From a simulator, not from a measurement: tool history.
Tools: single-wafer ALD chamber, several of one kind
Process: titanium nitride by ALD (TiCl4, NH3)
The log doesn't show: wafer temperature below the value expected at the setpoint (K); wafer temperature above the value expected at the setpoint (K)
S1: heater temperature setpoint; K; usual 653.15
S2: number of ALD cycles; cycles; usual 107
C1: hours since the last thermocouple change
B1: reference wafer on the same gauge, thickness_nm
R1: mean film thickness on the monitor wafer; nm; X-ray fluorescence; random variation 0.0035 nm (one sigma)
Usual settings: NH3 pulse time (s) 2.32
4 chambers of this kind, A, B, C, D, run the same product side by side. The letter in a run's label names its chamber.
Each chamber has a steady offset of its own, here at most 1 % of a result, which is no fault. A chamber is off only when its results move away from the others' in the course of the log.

run 1A hour=2.4 | S1=653.15 S2=107 NH3_pulse_time_(s)=2.32 | C1=1873.4 | B1=1.9803 | R1=2.324
run 2D hour=5.2 | S1=653.15 S2=107 NH3_pulse_time_(s)=2.32 | C1=3381.6 | B1=1.9811 | R1=2.3404
run 3B hour=8.9 | S1=653.15 S2=107 NH3_pulse_time_(s)=2.32 | C1=1288.9 | B1=1.9806 | R1=2.3533
-- hour=9.3 chamber D: thermocouple changed; heater temperature recalibrated
run 4C hour=11.4 | S1=653.15 S2=107 NH3_pulse_time_(s)=2.32 | C1=1156.3 | B1=1.9819 | R1=2.3317
run 5A hour=13.8 | S1=653.15 S2=107 NH3_pulse_time_(s)=2.32 | C1=1884.8 | B1=1.9812 | R1=2.3242
run 6D hour=17.6 | S1=653.15 S2=107 NH3_pulse_time_(s)=2.32 | C1=8.4 | B1=1.9821 | R1=2.3474
run 7B hour=19.7 | S1=653.15 S2=107 NH3_pulse_time_(s)=2.32 | C1=1299.7 | B1=1.9824 | R1=2.3571
run 8C hour=23.1 | S1=653.15 S2=107 NH3_pulse_time_(s)=2.32 | C1=1168 | B1=1.9816 | R1=2.3247
run 9A hour=25.4 | S1=653.15 S2=107 NH3_pulse_time_(s)=2.32 | C1=1896.4 | B1=1.9826 | R1=2.3341
run 10C hour=28.2 | S1=653.15 S2=107 NH3_pulse_time_(s)=2.32 | C1=1173.1 | B1=1.9828 | R1=2.3381
run 11D hour=30.5 | S1=653.15 S2=107 NH3_pulse_time_(s)=2.32 | C1=21.3 | B1=1.9836 | R1=2.3383
run 12B hour=32.6 | S1=640.15 S2=107 NH3_pulse_time_(s)=2.32 | C1=1312.6 | B1=1.9835 | R1=2.3182
run 13C hour=34.5 | S1=640.15 S2=107 NH3_pulse_time_(s)=2.32 | C1=1179.4 | B1=1.9836 | R1=2.2935
run 14B hour=37.1 | S1=640.15 S2=107 NH3_pulse_time_(s)=2.32 | C1=1317.1 | B1=1.9837 | R1=2.3164
run 15D hour=40.4 | S1=640.15 S2=107 NH3_pulse_time_(s)=2.32 | C1=31.2 | B1=1.9841 | R1=2.3013
run 16A hour=43.2 | S1=653.15 S2=107 NH3_pulse_time_(s)=2.32 | C1=1914.2 | B1=1.9835 | R1=2.3356
run 17A hour=45.8 | S1=653.15 S2=107 NH3_pulse_time_(s)=2.32 | C1=1916.8 | B1=1.9849 | R1=2.3325
run 18D hour=49.3 | S1=644.15 S2=124 NH3_pulse_time_(s)=2.32 | C1=40.1 | B1=1.985 | R1=2.6908
run 19B hour=53.4 | S1=644.15 S2=124 NH3_pulse_time_(s)=2.32 | C1=1333.4 | B1=1.9853 | R1=2.7002
run 20C hour=57.2 | S1=644.15 S2=124 NH3_pulse_time_(s)=2.32 | C1=1202.1 | B1=1.9857 | R1=2.6839
run 21B hour=61.3 | S1=644.15 S2=124 NH3_pulse_time_(s)=2.32 | C1=1341.3 | B1=1.9864 | R1=2.7118
run 22D hour=64.5 | S1=653.15 S2=107 NH3_pulse_time_(s)=2.32 | C1=55.3 | B1=1.9873 | R1=2.3464
run 23A hour=67.6 | S1=653.15 S2=107 NH3_pulse_time_(s)=2.32 | C1=1938.6 | B1=1.9867 | R1=2.3332
run 24C hour=70.1 | S1=653.15 S2=107 NH3_pulse_time_(s)=2.32 | C1=1215 | B1=1.9873 | R1=2.3458
run 25C hour=73.8 | S1=653.15 S2=107 NH3_pulse_time_(s)=2.32 | C1=1218.7 | B1=1.9879 | R1=2.3409
run 26B hour=78.2 | S1=648.15 S2=107 NH3_pulse_time_(s)=2.78 | C1=1358.2 | B1=1.9881 | R1=2.373
run 27D hour=81 | S1=648.15 S2=107 NH3_pulse_time_(s)=2.78 | C1=71.8 | B1=1.9885 | R1=2.3603
run 28A hour=84.1 | S1=648.15 S2=107 NH3_pulse_time_(s)=2.78 | C1=1955.1 | B1=1.9891 | R1=2.3499
run 29A hour=88 | S1=648.15 S2=107 NH3_pulse_time_(s)=2.78 | C1=1959 | B1=1.9889 | R1=2.3488
run 30D hour=92.3 | S1=653.15 S2=107 NH3_pulse_time_(s)=2.32 | C1=83.1 | B1=1.9902 | R1=2.3516
run 31C hour=96.7 | S1=653.15 S2=107 NH3_pulse_time_(s)=2.32 | C1=1241.6 | B1=1.9898 | R1=2.3327
run 32B hour=100.1 | S1=653.15 S2=107 NH3_pulse_time_(s)=2.32 | C1=1380.1 | B1=1.9901 | R1=2.3669
run 33A hour=103.7 | S1=653.15 S2=107 NH3_pulse_time_(s)=2.32 | C1=1974.7 | B1=1.9908 | R1=2.3337
run 34C hour=107.2 | S1=653.15 S2=107 NH3_pulse_time_(s)=2.32 | C1=1252.1 | B1=1.991 | R1=2.3424
run 35D hour=111 | S1=658.15 S2=92 NH3_pulse_time_(s)=2.32 | C1=101.8 | B1=1.9915 | R1=2.0262

What goes on in this fleet: one chamber off, a drifting gauge, or nothing beyond the chambers' own small offsets? Name the chamber and the cause, if any.

The gauge drifts, so all chambers seem to drift together. No chamber is off.
Cause: gauge reads high (%) = 0.61.

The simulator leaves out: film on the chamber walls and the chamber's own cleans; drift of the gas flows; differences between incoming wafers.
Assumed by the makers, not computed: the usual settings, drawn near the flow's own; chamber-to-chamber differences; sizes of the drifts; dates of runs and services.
